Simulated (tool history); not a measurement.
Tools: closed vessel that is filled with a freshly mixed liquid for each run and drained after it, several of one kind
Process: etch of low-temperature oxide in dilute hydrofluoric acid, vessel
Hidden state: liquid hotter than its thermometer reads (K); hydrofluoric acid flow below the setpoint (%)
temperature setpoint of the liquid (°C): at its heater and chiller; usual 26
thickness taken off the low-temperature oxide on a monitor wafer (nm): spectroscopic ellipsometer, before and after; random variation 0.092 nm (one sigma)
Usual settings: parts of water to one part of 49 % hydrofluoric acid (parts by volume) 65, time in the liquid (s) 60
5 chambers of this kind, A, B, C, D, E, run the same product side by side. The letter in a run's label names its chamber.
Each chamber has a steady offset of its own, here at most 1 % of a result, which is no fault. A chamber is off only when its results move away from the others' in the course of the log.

run   hour  temperature setpoint of the liquid (°C)  parts of water to one part of 49 % hydrofluoric acid (parts by volume)  time in the liquid (s)  hours since the thermometer was replaced  hours since the hydrofluoric acid flow meter was replaced  read-back film thickness of the low-temperature oxide reference wafer, read on the same gauge (nm)  thickness taken off the low-temperature oxide on a monitor wafer (nm)
 1A   15.1                                       26                                                                      65                      60                                    2835.1                                                        416                                                                                              70.004                                                                 11.225
 2E     23                                       26                                                                      65                      60                                    1407.8                                                      305.2                                                                                              69.975                                                                 11.214
      30.1  -- chamber A: thermometer replaced
 3D     33                                       26                                                                      65                      60                                    1089.6                                                       73.3                                                                                              69.991                                                                 11.213
 4B   43.9                                       26                                                                      65                      60                                     359.5                                                      544.8                                                                                              70.004                                                                 11.121
      49.4  -- chamber D: thermometer replaced
 5C   56.1                                       26                                                                      65                      60                                     388.6                                                      165.8                                                                                              69.994                                                                 11.084
 6E   69.7                                       26                                                                      65                      60                                    1454.5                                                      351.9                                                                                              70.028                                                                 11.174
 7D   85.2                                       26                                                                      65                      60                                      35.8                                                      125.5                                                                                              69.979                                                                 11.072
 8A     95                                       26                                                                      65                      60                                      64.9                                                      495.9                                                                                              70.019                                                                 11.041
 9B  103.6                                       26                                                                      65                      60                                     419.2                                                      604.5                                                                                              70.012                                                                  11.23
10C  115.4                                       26                                                                      65                      60                                     447.9                                                      225.1                                                                                              69.991                                                                 10.904
11C  123.1                                       26                                                                      65                      60                                     455.6                                                      232.8                                                                                              70.003                                                                  11.04
12A  137.6                                       26                                                                      65                      60                                     107.5                                                      538.5                                                                                              69.993                                                                 10.996
     140.4  -- chamber B: hydrofluoric acid flow meter replaced
13E  153.3                                       26                                                                      65                      60                                    1538.1                                                      435.5                                                                                              70.003                                                                 10.929
14B  161.5                                       29                                                                      80                      60                                     477.1                                                       21.2                                                                                              70.016                                                                 9.9613
     167.4  -- chamber B: thermometer replaced
15D  169.1                                       29                                                                      80                      60                                     119.7                                                      209.4                                                                                              70.014                                                                 10.028
16E  182.9                                       29                                                                      80                      60                                    1567.7                                                      465.1                                                                                              69.999                                                                   9.98
17A    199                                       29                                                                      80                      60                                     168.9                                                      599.9                                                                                              70.004                                                                 9.4721
18C  207.2                                       29                                                                      80                      60                                     539.7                                                      316.9                                                                                              69.991                                                                 9.9346
19B  221.7                                       26                                                                      65                      60                                      54.4                                                       81.4                                                                                              70.014                                                                 10.997
20D  229.3                                       26                                                                      65                      60                                     179.9                                                      269.6                                                                                              69.988                                                                 11.148
21C  243.7                                       26                                                                      65                      60                                     576.2                                                      353.4                                                                                              69.996                                                                 11.152
22A  255.5                                       26                                                                      35                      30                                     225.4                                                      656.4                                                                                              69.991                                                                  10.14
23D  269.7                                       26                                                                      35                      30                                     220.3                                                        310                                                                                              69.991                                                                  10.75
24B  282.2                                       26                                                                      35                      30                                     114.9                                                      141.9                                                                                              69.998                                                                 10.812
25E  295.5                                       26                                                                      35                      30                                    1680.3                                                      577.7                                                                                                  70                                                                 10.827
26B  309.4                                       26                                                                      35                      30                                     142.1                                                      169.1                                                                                               69.99                                                                 10.792
27E  318.4                                       26                                                                      65                      60                                    1703.2                                                      600.6                                                                                              70.007                                                                 11.157
28D  327.8                                       24                                                                      65                      75                                     278.4                                                      368.1                                                                                               69.98                                                                 12.858
29A  340.1                                       24                                                                      65                      75                                       310                                                        741                                                                                              69.997                                                                 11.878
30C  354.6                                       24                                                                      65                      75                                     687.1                                                      464.3                                                                                              69.985                                                                 12.815
31A  368.8                                       24                                                                      65                      75                                     338.7                                                      769.7                                                                                              70.001                                                                  11.78
32C  376.1                                       24                                                                      65                      75                                     708.6                                                      485.8                                                                                              70.013                                                                 12.829

All 5 chambers run these settings next. Forecast each chamber's results:
33A  387.8                                       26                                                                      65                      60                                                                                                                                                                                                                                                                               ?
33B  387.8                                       26                                                                      65                      60                                                                                                                                                                                                                                                                               ?
33C  387.8                                       26                                                                      65                      60                                                                                                                                                                                                                                                                               ?
33D  387.8                                       26                                                                      65                      60                                                                                                                                                                                                                                                                               ?
33E  387.8                                       26                                                                      65                      60                                                                                                                                                                                                                                                                               ?

run  thickness taken off the low-temperature oxide on a monitor wafer (nm)
33A                                                                 10.113
33B                                                                 10.964
33C                                                                 11.088
33D                                                                  11.08
33E                                                                 11.206
